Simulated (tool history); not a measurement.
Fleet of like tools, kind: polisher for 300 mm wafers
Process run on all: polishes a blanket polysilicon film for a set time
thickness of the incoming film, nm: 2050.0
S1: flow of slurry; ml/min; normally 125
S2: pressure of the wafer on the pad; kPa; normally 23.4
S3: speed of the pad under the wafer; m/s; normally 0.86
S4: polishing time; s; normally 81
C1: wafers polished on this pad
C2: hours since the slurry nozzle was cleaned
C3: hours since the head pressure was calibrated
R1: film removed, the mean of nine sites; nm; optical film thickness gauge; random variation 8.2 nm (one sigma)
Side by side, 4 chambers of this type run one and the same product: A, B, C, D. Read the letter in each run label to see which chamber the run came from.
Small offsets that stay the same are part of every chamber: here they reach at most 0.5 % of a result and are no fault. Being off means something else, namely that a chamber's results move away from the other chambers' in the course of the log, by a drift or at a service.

Run 1A, hour 2.9: usual settings; C1 1345; C2 687.7; C3 1308.1. Result: R1 586.3 nm.
Run 2C, hour 6.7: usual settings; C1 822; C2 265.6; C3 24.5. Result: R1 594.5 nm.
Run 3D, hour 10.1: usual settings; C1 1109; C2 106.1; C3 300.9. Result: R1 601.88 nm.
Run 4B, hour 14.8: usual settings; C1 249; C2 275; C3 375.9. Result: R1 605.25 nm.
At hour 16.5: chamber A: slurry nozzle cleaned.
Run 5A, hour 19.5: usual settings; C1 1531; C2 3.1; C3 1324.7. Result: R1 590.22 nm.
At hour 21.5: chamber D: worn pad replaced by a new one.
Run 6D, hour 21.8: usual settings; C1 4; C2 117.8; C3 312.6. Result: R1 599.56 nm.
Run 7C, hour 25.6: usual settings but S2 20 kPa, S4 102 s; C1 1034; C2 284.5; C3 43.4. Result: R1 623.48 nm.
At hour 28.2: chamber A: worn pad replaced by a new one.
Run 8B, hour 28.5: usual settings but S2 20 kPa, S4 102 s; C1 402; C2 288.7; C3 389.6. Result: R1 643.52 nm.
Run 9A, hour 31.3: usual settings but S2 20 kPa, S4 102 s; C1 35; C2 14.9; C3 1336.5. Result: R1 651.66 nm.
Run 10D, hour 34.3: usual settings but S2 20 kPa, S4 102 s; C1 144; C2 130.3; C3 325.1. Result: R1 640.01 nm.
Run 11C, hour 37.1: usual settings; C1 1163; C2 296; C3 54.9. Result: R1 575.45 nm.
Run 12B, hour 39.7: usual settings but S2 27.6 kPa, S3 0.96 m/s; C1 528; C2 299.9; C3 400.8. Result: R1 782.29 nm.
Run 13A, hour 42.8: usual settings but S2 27.6 kPa, S3 0.96 m/s; C1 164; C2 26.4; C3 1348. Result: R1 784.87 nm.
Run 14B, hour 47.3: usual settings but S2 27.6 kPa, S3 0.96 m/s; C1 613; C2 307.5; C3 408.4. Result: R1 779.79 nm.
Run 15C, hour 51.3: usual settings but S2 27.6 kPa, S3 0.96 m/s; C1 1322; C2 310.2; C3 69.1. Result: R1 746.7 nm.
Run 16D, hour 54.2: usual settings; C1 367; C2 150.2; C3 345. Result: R1 611.01 nm.
Run 17B, hour 59: usual settings; C1 745; C2 319.2; C3 420.1. Result: R1 588.32 nm.
Run 18A, hour 62: usual settings; C1 379; C2 45.6; C3 1367.2. Result: R1 583.41 nm.
Run 19C, hour 66.9: usual settings; C1 1497; C2 325.8; C3 84.7. Result: R1 571.03 nm.
At hour 70.3: chamber C: worn pad replaced by a new one.
Run 20D, hour 70.7: usual settings but S2 30.3 kPa, S4 68 s; C1 552; C2 166.7; C3 361.5. Result: R1 648.57 nm.
At hour 72.6: chamber B: slurry nozzle cleaned.
Run 21C, hour 75.4: usual settings but S2 30.3 kPa, S4 68 s; C1 57; C2 334.3; C3 93.2. Result: R1 623.54 nm.
Run 22A, hour 78.6: usual settings but S2 30.3 kPa, S4 68 s; C1 565; C2 62.2; C3 1383.8. Result: R1 646.54 nm.
Run 23D, hour 82.4: usual settings but S2 30.3 kPa, S4 68 s; C1 683; C2 178.4; C3 373.2. Result: R1 662.13 nm.
Run 24B, hour 87.1: usual settings; C1 1060; C2 14.5; C3 448.2. Result: R1 587.59 nm.
At hour 87.4: chamber A: head pressure recalibrated.
Run 25D, hour 90.4: usual settings but S2 30.3 kPa, S4 102 s; C1 773; C2 186.4; C3 381.2. Result: R1 970.73 nm.
Run 26C, hour 92.8: usual settings but S2 30.3 kPa, S4 102 s; C1 252; C2 351.7; C3 110.6. Result: R1 910.72 nm.
At hour 96.6: chamber B: worn pad replaced by a new one.
Run 27B, hour 97: usual settings but S2 30.3 kPa, S4 102 s; C1 4; C2 24.4; C3 458.1. Result: R1 962.41 nm.
Run 28A, hour 101.9: usual settings but S2 30.3 kPa, S4 102 s; C1 826; C2 85.5; C3 14.5. Result: R1 954.55 nm.
Run 29A, hour 106.2: usual settings; C1 875; C2 89.8; C3 18.8. Result: R1 591.17 nm.
Run 30D, hour 108.6: usual settings but S3 1.1 m/s, S4 96 s; C1 977; C2 204.6; C3 399.4. Result: R1 896.29 nm.
Run 31B, hour 113.1: usual settings but S3 1.1 m/s, S4 96 s; C1 185; C2 40.5; C3 474.2. Result: R1 921.86 nm.
Run 32C, hour 115.5: usual settings but S3 1.1 m/s, S4 96 s; C1 507; C2 374.4; C3 133.3. Result: R1 821.98 nm.
Run 33D, hour 118.4: usual settings but S3 1.1 m/s, S4 96 s; C1 1087; C2 214.4; C3 409.2. Result: R1 897.81 nm.
Run 34B, hour 120.9: usual settings; C1 272; C2 48.3; C3 482. Result: R1 609.15 nm.
Run 35A, hour 125.6: usual settings; C1 1092; C2 109.2; C3 38.2. Result: R1 580.04 nm.
Run 36C, hour 130: usual settings; C1 669; C2 388.9; C3 147.8. Result: R1 528.81 nm.

Has any chamber moved away from the others, gradually or after a service, or does the common gauge drift, or do the chambers differ only by their own small steady offsets? State the chamber and the most likely cause if one applies.

Chamber C drifts away from the others.
What lies behind it: slurry flow missing at the pad, % = 40.7.
The log might look much the same if the cause were instead: head's pressure below its setpoint, %.

Which of the 4 candidates below, each the usual settings with something changed and its results left as question marks, puts chamber C back in line with what the other chambers give on the usual settings?
In line means no further than this from the other chambers' mean on the usual settings: R1 29 nm
Run 37C-1, hour 133.6: usual settings but S1 115 ml/min, S3 0.66 m/s. Result: R1 ?.
Run 37C-2, hour 133.6: usual settings but S1 130 ml/min, S3 0.98 m/s, S4 93 s. Result: R1 ?.
Run 37C-3, hour 133.6: usual settings but S1 120 ml/min, S4 71 s. Result: R1 ?.
Run 37C-4, hour 133.6: usual settings but S2 24.8 kPa, S3 0.9 m/s, S4 85 s. Result: R1 ?.

Mean of the other chambers on the usual settings: R1 597.02 nm
  run      R1
37C-1  383.81
37C-2  682.22
37C-3  445.21
37C-4  598.33
37C-4 puts the chamber back in line with the other chambers.
